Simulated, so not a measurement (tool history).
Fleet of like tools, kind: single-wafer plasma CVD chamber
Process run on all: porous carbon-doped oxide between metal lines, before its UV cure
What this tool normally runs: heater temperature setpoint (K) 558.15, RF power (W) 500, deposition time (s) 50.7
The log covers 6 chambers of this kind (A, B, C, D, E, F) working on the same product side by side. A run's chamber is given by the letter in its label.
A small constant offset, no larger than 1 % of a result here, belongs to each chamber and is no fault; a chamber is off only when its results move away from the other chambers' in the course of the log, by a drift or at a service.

run,hour,heater temperature setpoint (K),RF power (W),deposition time (s),"read-back reference wafer on the same gauge, thickness_nm",mean film thickness on the monitor wafer (Å)
1E,8.2,558.15,500,50.7,288.13,2925.5
2B,18.3,558.15,500,50.7,288,2944.4
3D,27.6,558.15,500,50.7,288.03,2960.6
4C,33.1,558.15,500,50.7,288.12,2953.5
5A,40.1,558.15,500,50.7,288.07,2966
6F,46.7,558.15,500,50.7,287.91,2974.2
7E,52,558.15,500,50.7,288.03,2937.2
8A,59.8,558.15,500,50.7,288.02,2957.9
9D,68.9,558.15,500,50.7,287.7,2959.3
10B,77.9,558.15,500,50.7,288.08,2931.8
11C,84.1,567.15,500,50.7,288.01,2794.1
12F,93.1,567.15,500,50.7,287.95,2829.8
13D,102.8,567.15,500,50.7,288.01,2800.5
14C,110.8,567.15,500,50.7,287.86,2802.2
15A,121.3,567.15,500,50.7,288.14,2797.3
16E,130.2,567.15,500,50.7,287.97,2788.9
17B,135.1,558.15,500,50.7,287.96,2947.3
18F,144.7,558.15,500,50.7,288.02,3003.8
19E,151.1,558.15,500,50.7,287.94,2927.4
20D,157.5,558.15,500,50.7,288.09,2960.8
21B,166.2,558.15,500,50.7,288.04,2945.8
22C,170.9,558.15,500,50.7,288.17,2947.2
23A,180.3,545.15,430,50.7,287.87,2889.5
24F,187.7,545.15,430,50.7,287.85,2954.6
25F,196.4,545.15,430,50.7,287.71,2971.6
26B,202.8,545.15,430,50.7,288.05,2883
27E,209.7,545.15,430,50.7,287.96,2873.4
28A,215.6,545.15,430,50.7,287.87,2892.7
29D,220.2,545.15,500,50.7,288.01,3222.7
30C,227.1,545.15,500,50.7,288.04,3216.4
31C,233.9,545.15,500,50.7,288.27,3219
32B,242.6,545.15,500,50.7,287.92,3191.2
33D,253.2,545.15,500,50.7,288.19,3230
34F,262.8,545.15,500,50.7,288,3304.4
35E,272.7,558.15,500,50.7,287.9,2943.9
36A,277.6,558.15,500,50.7,288.02,2959.6
37C,287.9,558.15,500,50.7,287.88,2962.5
38A,297.4,558.15,500,50.7,287.79,2953.8
39E,305.6,558.15,500,50.7,288.11,2946.2
40B,311.5,558.15,595,50.7,288.04,3283.7
41F,320.7,558.15,595,50.7,287.98,3435

The same settings go to every chamber for the next run, one line per chamber below. Forecast the results for each:
42A,328.3,558.15,535,50.7,,?
42B,328.3,558.15,535,50.7,,?
42C,328.3,558.15,535,50.7,,?
42D,328.3,558.15,535,50.7,,?
42E,328.3,558.15,535,50.7,,?
42F,328.3,558.15,535,50.7,,?

run,mean film thickness on the monitor wafer (Å)
42A,3102.7
42B,3083.2
42C,3091.1
42D,3109.5
42E,3078.3
42F,3225.3

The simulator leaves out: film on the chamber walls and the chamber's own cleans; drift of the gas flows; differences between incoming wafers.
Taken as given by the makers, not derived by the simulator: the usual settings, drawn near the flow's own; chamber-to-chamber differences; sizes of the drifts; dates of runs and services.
